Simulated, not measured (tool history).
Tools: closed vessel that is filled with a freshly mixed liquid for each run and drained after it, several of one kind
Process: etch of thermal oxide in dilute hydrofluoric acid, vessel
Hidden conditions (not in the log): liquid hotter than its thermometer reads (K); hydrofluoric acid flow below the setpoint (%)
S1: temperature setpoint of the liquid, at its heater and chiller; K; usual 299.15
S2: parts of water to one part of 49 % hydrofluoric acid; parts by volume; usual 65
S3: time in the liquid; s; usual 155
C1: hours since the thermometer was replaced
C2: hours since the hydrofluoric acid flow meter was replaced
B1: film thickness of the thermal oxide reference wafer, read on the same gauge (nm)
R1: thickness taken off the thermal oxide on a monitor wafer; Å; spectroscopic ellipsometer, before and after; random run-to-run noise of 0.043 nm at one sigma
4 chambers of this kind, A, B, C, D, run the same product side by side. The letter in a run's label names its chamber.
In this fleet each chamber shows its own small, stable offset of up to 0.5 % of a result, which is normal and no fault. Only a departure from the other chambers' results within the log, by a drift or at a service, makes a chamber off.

run,hour,S1,S2,S3,C1,C2,B1,R1
1B,9.7,299.15,65,155,126.1,57.2,89.992,128.170
2D,20.1,299.15,65,155,469.6,159.6,89.998,127.690
3A,26.0,299.15,65,155,1175.4,605.8,90.001,128.230
4C,34.1,299.15,65,155,436.9,112.5,89.987,127.820
5B,45.9,299.15,65,155,162.3,93.4,90.015,128.500
6A,51.4,299.15,65,155,1200.8,631.2,90.008,127.880
7C,56.7,299.15,65,155,459.5,135.1,90.008,128.190
8D,64.2,299.15,65,155,513.7,203.7,90.019,128.170
9B,76.1,299.15,65,155,192.5,123.6,90.008,128.120
10C,83.1,299.15,65,155,485.9,161.5,90.001,128.450
11A,93.5,299.15,65,155,1242.9,673.3,90.004,129.010
12D,100.7,299.15,65,155,550.2,240.2,90.012,127.780
13A,112.1,299.15,65,155,1261.5,691.9,89.999,128.160
14B,118.6,299.15,85,230,235.0,166.1,89.996,141.340
15D,128.0,299.15,85,230,577.5,267.5,90.004,140.750
16C,137.2,299.15,85,230,540.0,215.6,90.012,141.220
17C,148.9,299.15,85,230,551.7,227.3,90.000,141.630
18B,160.2,299.15,80,120,276.6,207.7,90.011,79.052
19A,169.9,299.15,80,120,1319.3,749.7,89.996,79.625
20D,180.0,299.15,80,120,629.5,319.5,90.015,79.160
21C,187.3,299.15,80,120,590.1,265.7,89.992,79.491
22D,196.2,299.15,65,155,645.7,335.7,90.026,128.170
23B,206.2,299.15,65,155,322.6,253.7,89.999,128.330
24A,214.3,299.15,65,155,1363.7,794.1,89.990,127.380
25B,221.3,299.15,65,155,337.7,268.8,90.005,128.420
26A,230.8,299.15,65,230,1380.2,810.6,89.996,189.730
27C,240.7,299.15,65,230,643.5,319.1,90.006,190.090
28D,246.3,299.15,65,230,695.8,385.8,89.996,189.370

Which is it: a chamber that has drifted or been left off by a service, a gauge drift common to all chambers, or only each chamber's usual small offset? If a chamber is off, name it and its likeliest cause.

No chamber stands off beyond its own small offset, and the gauge holds steady.
